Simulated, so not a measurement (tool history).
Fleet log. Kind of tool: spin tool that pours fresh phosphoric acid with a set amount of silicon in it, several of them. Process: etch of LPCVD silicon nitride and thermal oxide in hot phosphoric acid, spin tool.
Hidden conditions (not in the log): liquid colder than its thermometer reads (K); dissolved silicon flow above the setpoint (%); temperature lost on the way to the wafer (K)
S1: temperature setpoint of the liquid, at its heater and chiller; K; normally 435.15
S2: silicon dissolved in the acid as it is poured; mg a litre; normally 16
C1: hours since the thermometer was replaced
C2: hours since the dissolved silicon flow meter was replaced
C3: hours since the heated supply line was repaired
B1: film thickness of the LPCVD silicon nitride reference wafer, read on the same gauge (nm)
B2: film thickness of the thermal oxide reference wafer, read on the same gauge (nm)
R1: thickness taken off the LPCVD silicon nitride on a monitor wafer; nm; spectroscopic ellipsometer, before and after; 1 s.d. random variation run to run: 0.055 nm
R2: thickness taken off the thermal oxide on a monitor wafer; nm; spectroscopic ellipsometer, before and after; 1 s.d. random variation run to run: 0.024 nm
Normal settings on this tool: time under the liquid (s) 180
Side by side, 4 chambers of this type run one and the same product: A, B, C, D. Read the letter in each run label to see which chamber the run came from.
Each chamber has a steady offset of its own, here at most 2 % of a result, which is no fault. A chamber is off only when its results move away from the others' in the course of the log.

run 1A hour=4.3 | S1=435.15 S2=16 time_under_the_liquid_(s)=180 | C1=986.7 C2=889.1 C3=263.9 | B1=129.97 B2=39.999 | R1=15.535 R2=0.41655
run 2C hour=9.3 | S1=435.15 S2=16 time_under_the_liquid_(s)=180 | C1=1040.7 C2=593 C3=1852.2 | B1=130.01 B2=40.001 | R1=15.502 R2=0.38323
run 3B hour=12.4 | S1=435.15 S2=16 time_under_the_liquid_(s)=180 | C1=1528.6 C2=340 C3=2003.4 | B1=129.99 B2=39.998 | R1=15.4 R2=0.40819
run 4D hour=18.2 | S1=435.15 S2=16 time_under_the_liquid_(s)=180 | C1=586.4 C2=860.8 C3=1802.6 | B1=129.98 B2=39.988 | R1=15.829 R2=0.43123
run 5C hour=24.1 | S1=435.15 S2=16 time_under_the_liquid_(s)=180 | C1=1055.5 C2=607.8 C3=1867 | B1=129.99 B2=39.987 | R1=15.565 R2=0.39522
-- hour=28.9 chamber C: thermometer replaced
run 6A hour=29.2 | S1=435.15 S2=16 time_under_the_liquid_(s)=180 | C1=1011.6 C2=914 C3=288.8 | B1=130.01 B2=40.008 | R1=15.712 R2=0.42834
run 7B hour=34.7 | S1=435.15 S2=16 time_under_the_liquid_(s)=180 | C1=1550.9 C2=362.3 C3=2025.7 | B1=130.03 B2=40.012 | R1=15.588 R2=0.40568
run 8D hour=39.1 | S1=435.15 S2=16 time_under_the_liquid_(s)=180 | C1=607.3 C2=881.7 C3=1823.5 | B1=129.98 B2=40.019 | R1=15.718 R2=0.45151
run 9A hour=42.2 | S1=435.15 S2=16 time_under_the_liquid_(s)=180 | C1=1024.6 C2=927 C3=301.8 | B1=129.98 B2=40.008 | R1=15.651 R2=0.38533
run 10C hour=49 | S1=435.15 S2=23 time_under_the_liquid_(s)=220 | C1=20.1 C2=632.7 C3=1891.9 | B1=129.99 B2=40.007 | R1=19.063 R2=0.38962
run 11D hour=54.9 | S1=435.15 S2=23 time_under_the_liquid_(s)=220 | C1=623.1 C2=897.5 C3=1839.3 | B1=130 B2=39.986 | R1=19.109 R2=0.39181
run 12B hour=60.6 | S1=435.15 S2=23 time_under_the_liquid_(s)=220 | C1=1576.8 C2=388.2 C3=2051.6 | B1=130 B2=40.001 | R1=19.022 R2=0.3858
run 13D hour=66.9 | S1=435.15 S2=23 time_under_the_liquid_(s)=220 | C1=635.1 C2=909.5 C3=1851.3 | B1=130.01 B2=40.013 | R1=19.033 R2=0.4022
run 14B hour=71.8 | S1=435.15 S2=16 time_under_the_liquid_(s)=180 | C1=1588 C2=399.4 C3=2062.8 | B1=129.99 B2=40.008 | R1=15.565 R2=0.36587
run 15A hour=75.7 | S1=435.15 S2=16 time_under_the_liquid_(s)=180 | C1=1058.1 C2=960.5 C3=335.3 | B1=129.98 B2=39.983 | R1=15.56 R2=0.39652
run 16C hour=80.2 | S1=435.15 S2=16 time_under_the_liquid_(s)=145 | C1=51.3 C2=663.9 C3=1923.1 | B1=129.99 B2=40.012 | R1=12.496 R2=0.29668
run 17C hour=84.6 | S1=435.15 S2=16 time_under_the_liquid_(s)=145 | C1=55.7 C2=668.3 C3=1927.5 | B1=129.96 B2=39.994 | R1=12.545 R2=0.30228
run 18A hour=89.3 | S1=435.15 S2=16 time_under_the_liquid_(s)=145 | C1=1071.7 C2=974.1 C3=348.9 | B1=130 B2=39.992 | R1=12.639 R2=0.32933
run 19D hour=93.8 | S1=435.15 S2=16 time_under_the_liquid_(s)=145 | C1=662 C2=936.4 C3=1878.2 | B1=130.01 B2=40.003 | R1=12.396 R2=0.31269
run 20B hour=98 | S1=435.15 S2=16 time_under_the_liquid_(s)=180 | C1=1614.2 C2=425.6 C3=2089 | B1=130.01 B2=40.002 | R1=15.562 R2=0.4151
run 21B hour=102.3 | S1=435.15 S2=16 time_under_the_liquid_(s)=250 | C1=1618.5 C2=429.9 C3=2093.3 | B1=130 B2=40.02 | R1=21.738 R2=0.5742
run 22C hour=108.4 | S1=435.15 S2=16 time_under_the_liquid_(s)=250 | C1=79.5 C2=692.1 C3=1951.3 | B1=130.01 B2=40.009 | R1=21.526 R2=0.5472
run 23D hour=112.4 | S1=435.15 S2=16 time_under_the_liquid_(s)=250 | C1=680.6 C2=955 C3=1896.8 | B1=130 B2=40.018 | R1=21.25 R2=0.50882
run 24A hour=116.5 | S1=435.15 S2=16 time_under_the_liquid_(s)=250 | C1=1098.9 C2=1001.3 C3=376.1 | B1=129.97 B2=39.986 | R1=21.72 R2=0.55722
run 25A hour=121.5 | S1=435.15 S2=16 time_under_the_liquid_(s)=95 | C1=1103.9 C2=1006.3 C3=381.1 | B1=129.99 B2=39.991 | R1=8.2783 R2=0.2147

The same settings go to every chamber for the next run, one line per chamber below. Forecast the results for each:
run 26A hour=126.4 | S1=435.15 S2=6.5 time_under_the_liquid_(s)=180 | R1=? R2=?
run 26B hour=126.4 | S1=435.15 S2=6.5 time_under_the_liquid_(s)=180 | R1=? R2=?
run 26C hour=126.4 | S1=435.15 S2=6.5 time_under_the_liquid_(s)=180 | R1=? R2=?
run 26D hour=126.4 | S1=435.15 S2=6.5 time_under_the_liquid_(s)=180 | R1=? R2=?

run=26A R1=15.658 R2=0.51324
run=26B R1=15.584 R2=0.5628
run=26C R1=15.419 R2=0.50126
run=26D R1=15.089 R2=0.45928

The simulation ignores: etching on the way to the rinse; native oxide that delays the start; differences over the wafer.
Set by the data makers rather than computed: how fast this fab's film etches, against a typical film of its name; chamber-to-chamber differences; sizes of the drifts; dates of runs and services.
